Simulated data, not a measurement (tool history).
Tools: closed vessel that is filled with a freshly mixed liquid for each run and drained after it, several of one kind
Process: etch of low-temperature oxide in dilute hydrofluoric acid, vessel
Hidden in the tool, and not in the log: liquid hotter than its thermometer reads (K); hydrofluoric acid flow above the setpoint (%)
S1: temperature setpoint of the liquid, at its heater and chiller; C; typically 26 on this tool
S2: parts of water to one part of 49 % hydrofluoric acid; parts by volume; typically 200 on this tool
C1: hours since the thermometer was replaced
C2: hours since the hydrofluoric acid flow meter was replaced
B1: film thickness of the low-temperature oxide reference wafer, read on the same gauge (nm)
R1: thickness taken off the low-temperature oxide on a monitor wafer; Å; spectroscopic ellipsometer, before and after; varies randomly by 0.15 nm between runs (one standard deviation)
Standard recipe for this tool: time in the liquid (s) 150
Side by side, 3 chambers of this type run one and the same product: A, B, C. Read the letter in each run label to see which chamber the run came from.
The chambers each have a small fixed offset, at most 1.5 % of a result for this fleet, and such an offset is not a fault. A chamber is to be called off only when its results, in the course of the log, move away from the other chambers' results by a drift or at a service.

run 1C day=0.562 | S1=26 S2=200 time_in_the_liquid_(s)=150 | C1=358.4 C2=995.2 | B1=120.01 | R1=152.36
run 2B day=0.958 | S1=26 S2=200 time_in_the_liquid_(s)=150 | C1=209.1 C2=75.7 | B1=119.98 | R1=154.21
run 3A day=1.246 | S1=26 S2=200 time_in_the_liquid_(s)=150 | C1=109.5 C2=1502.9 | B1=120 | R1=153.84
run 4B day=1.762 | S1=26 S2=200 time_in_the_liquid_(s)=150 | C1=228.4 C2=95 | B1=119.99 | R1=158.02
run 5A day=2.125 | S1=26 S2=200 time_in_the_liquid_(s)=150 | C1=130.6 C2=1524 | B1=120.02 | R1=152.08
run 6C day=2.471 | S1=28.5 S2=115 time_in_the_liquid_(s)=150 | C1=404.2 C2=1041 | B1=120.01 | R1=325.85
run 7A day=2.896 | S1=28.5 S2=115 time_in_the_liquid_(s)=150 | C1=149.1 C2=1542.5 | B1=120.01 | R1=334.49
run 8B day=3.258 | S1=28.5 S2=115 time_in_the_liquid_(s)=150 | C1=264.3 C2=130.9 | B1=120.01 | R1=326.42
run 9C day=3.521 | S1=26 S2=200 time_in_the_liquid_(s)=150 | C1=429.4 C2=1066.2 | B1=119.99 | R1=151.47
run 10C day=3.783 | S1=26 S2=200 time_in_the_liquid_(s)=150 | C1=435.7 C2=1072.5 | B1=120.01 | R1=154.08
run 11B day=4.246 | S1=26 S2=200 time_in_the_liquid_(s)=150 | C1=288 C2=154.6 | B1=120.02 | R1=155.63
run 12A day=4.608 | S1=26 S2=200 time_in_the_liquid_(s)=150 | C1=190.2 C2=1583.6 | B1=119.99 | R1=155.67
run 13A day=5.142 | S1=26 S2=200 time_in_the_liquid_(s)=150 | C1=203 C2=1596.4 | B1=120 | R1=153.07
run 14B day=5.417 | S1=26 S2=200 time_in_the_liquid_(s)=150 | C1=316.1 C2=182.7 | B1=120 | R1=154.33
run 15C day=5.762 | S1=26 S2=200 time_in_the_liquid_(s)=150 | C1=483.2 C2=1120 | B1=119.99 | R1=152.31
run 16B day=6.133 | S1=26 S2=200 time_in_the_liquid_(s)=150 | C1=333.3 C2=199.9 | B1=120.01 | R1=153.03
run 17A day=6.633 | S1=26 S2=295 time_in_the_liquid_(s)=205 | C1=238.8 C2=1632.2 | B1=120 | R1=130.38
run 18C day=7.008 | S1=26 S2=295 time_in_the_liquid_(s)=205 | C1=513.1 C2=1149.9 | B1=119.99 | R1=130.7
run 19B day=7.288 | S1=26 S2=295 time_in_the_liquid_(s)=205 | C1=361 C2=227.6 | B1=119.99 | R1=131.94
run 20C day=7.775 | S1=27.5 S2=200 time_in_the_liquid_(s)=150 | C1=531.5 C2=1168.3 | B1=119.99 | R1=162.96
run 21A day=8.321 | S1=27.5 S2=200 time_in_the_liquid_(s)=150 | C1=279.3 C2=1672.7 | B1=120 | R1=163.43
run 22C day=8.875 | S1=27.5 S2=200 time_in_the_liquid_(s)=150 | C1=557.9 C2=1194.7 | B1=119.98 | R1=163.69
run 23B day=9.408 | S1=26 S2=200 time_in_the_liquid_(s)=150 | C1=411.9 C2=278.5 | B1=119.99 | R1=154.89
run 24A day=9.854 | S1=26 S2=125 time_in_the_liquid_(s)=60 | C1=316.1 C2=1709.5 | B1=120 | R1=109.16
run 25C day=10.296 | S1=26 S2=125 time_in_the_liquid_(s)=60 | C1=592 C2=1228.8 | B1=120.01 | R1=105.07
run 26A day=10.658 | S1=26 S2=125 time_in_the_liquid_(s)=60 | C1=335.4 C2=1728.8 | B1=120 | R1=109.25
run 27B day=11.129 | S1=30.5 S2=200 time_in_the_liquid_(s)=150 | C1=453.2 C2=319.8 | B1=119.97 | R1=181.46
run 28B day=11.608 | S1=30.5 S2=200 time_in_the_liquid_(s)=150 | C1=464.7 C2=331.3 | B1=120 | R1=180.39
run 29A day=12.125 | S1=30.5 S2=200 time_in_the_liquid_(s)=150 | C1=370.6 C2=1764 | B1=119.98 | R1=180.19
run 30C day=12.625 | S1=26 S2=200 time_in_the_liquid_(s)=90 | C1=647.9 C2=1284.7 | B1=120.02 | R1=91.674
run 31B day=13.15 | S1=26 S2=200 time_in_the_liquid_(s)=90 | C1=501.7 C2=368.3 | B1=120.01 | R1=93.133
run 32A day=13.633 | S1=26 S2=200 time_in_the_liquid_(s)=90 | C1=406.8 C2=1800.2 | B1=119.99 | R1=91.7
run 33C day=14.033 | S1=26 S2=200 time_in_the_liquid_(s)=150 | C1=681.7 C2=1318.5 | B1=120 | R1=153.1
run 34C day=14.342 | S1=26 S2=200 time_in_the_liquid_(s)=150 | C1=689.1 C2=1325.9 | B1=119.98 | R1=152.12

All chambers now run identical settings, listed one chamber a line with results as question marks. What results will each chamber show?
run 35A day=14.767 | S1=26 S2=200 time_in_the_liquid_(s)=150 | R1=?
run 35B day=14.767 | S1=26 S2=200 time_in_the_liquid_(s)=150 | R1=?
run 35C day=14.767 | S1=26 S2=200 time_in_the_liquid_(s)=150 | R1=?

run=35A R1=156.39
run=35B R1=153.39
run=35C R1=155.18

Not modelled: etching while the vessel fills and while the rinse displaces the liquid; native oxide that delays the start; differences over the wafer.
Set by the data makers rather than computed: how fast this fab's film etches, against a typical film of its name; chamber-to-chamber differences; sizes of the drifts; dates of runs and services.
